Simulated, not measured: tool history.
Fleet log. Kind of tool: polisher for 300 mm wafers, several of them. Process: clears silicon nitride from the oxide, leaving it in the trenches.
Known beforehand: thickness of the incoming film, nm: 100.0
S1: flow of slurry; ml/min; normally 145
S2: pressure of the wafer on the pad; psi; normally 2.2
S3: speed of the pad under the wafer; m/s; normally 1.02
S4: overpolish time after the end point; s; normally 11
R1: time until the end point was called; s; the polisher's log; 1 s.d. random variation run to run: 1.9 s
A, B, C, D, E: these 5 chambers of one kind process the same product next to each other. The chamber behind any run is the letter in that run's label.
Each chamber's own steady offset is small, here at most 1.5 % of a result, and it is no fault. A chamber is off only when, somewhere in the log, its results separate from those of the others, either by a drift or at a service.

Run 1B, day 0.504: usual settings. Result: R1 115.330 s.
Run 2A, day 0.771: usual settings. Result: R1 108.650 s.
Run 3E, day 1.271: usual settings. Result: R1 112.590 s.
Run 4D, day 1.521: usual settings. Result: R1 112.890 s.
Run 5C, day 1.796: usual settings. Result: R1 109.470 s.
Run 6C, day 2.267: usual settings. Result: R1 114.480 s.
At day 2.508: chamber B: worn pad replaced by a new one.
Run 7E, day 2.642: usual settings. Result: R1 113.230 s.
Run 8B, day 2.900: usual settings. Result: R1 114.380 s.
At day 3.008: chamber E: worn pad replaced by a new one.
Run 9D, day 3.212: usual settings. Result: R1 116.850 s.
Run 10A, day 3.704: usual settings but S3 1.20 m/s. Result: R1 96.460 s.
Run 11E, day 3.938: usual settings but S3 1.20 m/s. Result: R1 98.116 s.
Run 12C, day 4.242: usual settings but S3 1.20 m/s. Result: R1 98.316 s.
At day 4.404: chamber A: worn pad replaced by a new one.
Run 13A, day 4.533: usual settings but S3 1.20 m/s. Result: R1 96.689 s.
Run 14B, day 4.758: usual settings but S3 1.20 m/s. Result: R1 98.473 s.
Run 15D, day 5.188: usual settings. Result: R1 115.620 s.
Run 16A, day 5.667: usual settings but S3 0.68 m/s, S4 14 s. Result: R1 162.970 s.
Run 17D, day 6.062: usual settings but S3 0.68 m/s, S4 14 s. Result: R1 175.880 s.
Run 18C, day 6.483: usual settings but S3 0.68 m/s, S4 14 s. Result: R1 172.510 s.
Run 19E, day 6.812: usual settings but S3 0.68 m/s, S4 14 s. Result: R1 171.310 s.
At day 7.158: chamber C: worn pad replaced by a new one.
Run 20B, day 7.208: usual settings but S3 0.68 m/s, S4 14 s. Result: R1 174.330 s.
At day 7.246: chamber D: head pressure recalibrated.
Run 21E, day 7.433: usual settings. Result: R1 114.300 s.
At day 7.662: chamber B: worn pad replaced by a new one.
Run 22C, day 7.692: usual settings. Result: R1 112.580 s.
Run 23A, day 8.183: usual settings. Result: R1 112.870 s.
Run 24B, day 8.608: usual settings but S2 1.5 psi. Result: R1 170.430 s.
Run 25D, day 8.867: usual settings but S2 1.5 psi. Result: R1 180.520 s.
Run 26D, day 9.192: usual settings but S2 1.5 psi. Result: R1 176.480 s.
Run 27C, day 9.454: usual settings but S2 1.5 psi. Result: R1 163.490 s.
Run 28B, day 9.854: usual settings but S2 1.5 psi. Result: R1 164.340 s.
Run 29A, day 10.204: usual settings but S3 1.36 m/s. Result: R1 85.701 s.
At day 10.446: chamber B: slurry nozzle cleaned.
Run 30E, day 10.667: usual settings but S3 1.36 m/s. Result: R1 86.911 s.
At day 10.821: chamber A: slurry nozzle cleaned.
Run 31B, day 11.046: usual settings but S3 1.36 m/s. Result: R1 85.079 s.
At day 11.329: chamber E: worn pad replaced by a new one.
Run 32D, day 11.517: usual settings but S3 1.36 m/s. Result: R1 90.828 s.
Run 33E, day 11.783: usual settings but S3 1.36 m/s. Result: R1 85.989 s.
At day 12.150: chamber D: slurry nozzle cleaned.
Run 34A, day 12.229: usual settings. Result: R1 111.830 s.
At day 12.396: chamber B: worn pad replaced by a new one.
Run 35C, day 12.542: usual settings. Result: R1 115.450 s.
At day 12.596: chamber A: worn pad replaced by a new one.
Run 36B, day 13.025: usual settings. Result: R1 114.620 s.
Run 37E, day 13.467: usual settings. Result: R1 116.290 s.
Run 38A, day 13.796: usual settings. Result: R1 113.320 s.
Run 39D, day 14.288: usual settings. Result: R1 129.660 s.
Run 40C, day 14.512: usual settings. Result: R1 113.180 s.
Run 41C, day 14.804: usual settings. Result: R1 113.860 s.

For the next run the whole fleet of 5 chambers uses the same settings. Give each chamber's results:
Run 42A, day 15.171: usual settings. Result: R1 ?.
Run 42B, day 15.171: usual settings. Result: R1 ?.
Run 42C, day 15.171: usual settings. Result: R1 ?.
Run 42D, day 15.171: usual settings. Result: R1 ?.
Run 42E, day 15.171: usual settings. Result: R1 ?.

run       R1
42A  112.350
42B  109.810
42C  116.250
42D  126.890
42E  113.210

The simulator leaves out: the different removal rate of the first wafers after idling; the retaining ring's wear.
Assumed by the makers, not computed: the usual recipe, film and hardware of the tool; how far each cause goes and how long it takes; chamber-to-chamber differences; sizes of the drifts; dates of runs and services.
